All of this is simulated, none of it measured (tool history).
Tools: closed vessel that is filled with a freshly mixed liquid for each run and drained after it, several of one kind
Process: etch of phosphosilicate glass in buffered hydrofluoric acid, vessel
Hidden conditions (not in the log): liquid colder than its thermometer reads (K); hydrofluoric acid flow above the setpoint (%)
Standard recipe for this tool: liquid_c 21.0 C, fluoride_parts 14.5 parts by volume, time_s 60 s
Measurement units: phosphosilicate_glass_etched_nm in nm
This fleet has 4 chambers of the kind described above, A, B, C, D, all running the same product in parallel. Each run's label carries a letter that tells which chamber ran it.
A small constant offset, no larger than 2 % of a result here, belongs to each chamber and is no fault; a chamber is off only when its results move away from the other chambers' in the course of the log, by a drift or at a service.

run,day,liquid_c,fluoride_parts,time_s,hours since the thermometer was replaced,hours since the hydrofluoric acid flow meter was replaced,"read-back film thickness of the phosphosilicate glass reference wafer, read on the same gauge (nm)",phosphosilicate_glass_etched_nm
1B,0.292,21.0,14.5,60,1073.2,466.0,149.98,184.80
2C,0.617,21.0,14.5,60,829.7,195.0,150.01,183.89
3D,1.000,21.0,14.5,60,1070.0,1665.5,150.03,180.61
# day 1.179: chamber B: hydrofluoric acid flow meter replaced
4A,1.567,21.0,14.5,60,818.8,1508.6,150.02,183.05
5A,1.950,21.0,14.5,60,828.0,1517.8,150.01,179.97
# day 2.079: chamber D: thermometer replaced
6C,2.229,21.0,14.5,60,868.4,233.7,150.00,183.10
7B,2.679,21.0,14.5,60,1130.5,36.0,150.00,184.07
8D,3.000,25.0,14.5,60,22.1,1713.5,149.99,228.02
9D,3.450,25.0,14.5,60,32.9,1724.3,150.00,227.43
10A,3.829,25.0,14.5,60,873.1,1562.9,150.02,225.54
11C,4.321,25.0,14.5,60,918.6,283.9,150.03,226.40
12B,4.650,17.0,20.0,60,1177.8,83.3,150.03,109.32
13B,4.950,17.0,20.0,60,1185.0,90.5,150.02,107.55
14A,5.367,17.0,20.0,60,910.0,1599.8,150.01,104.30
15D,5.733,17.0,20.0,60,87.7,1779.1,150.02,105.63
16C,6.183,21.0,14.5,60,963.3,328.6,149.98,184.07
17D,6.588,21.0,14.5,60,108.2,1799.6,150.01,183.34
# day 6.854: chamber D: hydrofluoric acid flow meter replaced
18B,7.096,21.0,14.5,60,1236.5,142.0,149.99,184.53
19A,7.554,17.5,14.5,60,962.5,1652.3,149.97,149.68
20C,7.854,17.5,14.5,60,1003.4,368.7,149.97,151.64
21D,8.438,17.5,14.5,60,152.6,38.0,149.99,151.07
22A,8.912,17.5,14.5,60,995.1,1684.9,149.98,148.42
23B,9.296,21.0,14.5,60,1289.3,194.8,150.01,187.28
24C,9.871,21.0,14.5,60,1051.8,417.1,150.00,187.86
25A,10.221,21.0,14.5,60,1026.5,1716.3,150.01,181.26
26C,10.754,21.0,14.5,60,1073.0,438.3,150.00,189.45
27B,11.233,21.0,14.5,60,1335.8,241.3,150.00,186.13
28D,11.500,21.0,14.5,60,226.1,111.5,150.00,182.43
29C,11.979,21.0,14.5,60,1102.4,467.7,150.03,190.02
30B,12.417,21.0,14.5,60,1364.2,269.7,150.02,185.53
31A,12.979,21.0,14.5,60,1092.7,1782.5,149.99,180.03
32D,13.404,21.0,14.5,60,271.8,157.2,149.99,186.12
33C,13.667,21.0,14.5,60,1142.9,508.2,150.01,193.28
34B,14.212,21.0,14.5,60,1407.3,312.8,150.02,182.26
35A,14.471,21.0,14.5,60,1128.5,1818.3,150.01,183.03
36D,14.783,21.0,14.5,60,304.9,190.3,150.01,183.51
37B,15.346,21.0,14.5,60,1434.5,340.0,150.01,184.44
38C,15.808,21.0,14.5,60,1194.3,559.6,149.98,194.41
39A,16.171,21.0,14.5,60,1169.3,1859.1,150.02,180.34
40D,16.588,21.0,14.5,60,348.2,233.6,150.03,179.85
41C,17.083,21.0,14.5,60,1224.9,590.2,150.00,197.09
42A,17.617,21.0,14.5,60,1204.0,1893.8,150.02,181.86

Predict what each chamber gives when all 4 of them run the settings below next.
43A,18.038,21.0,14.5,60,,,,?
43B,18.038,21.0,14.5,60,,,,?
43C,18.038,21.0,14.5,60,,,,?
43D,18.038,21.0,14.5,60,,,,?

run,phosphosilicate_glass_etched_nm
43A,180.72
43B,186.63
43C,196.92
43D,183.60
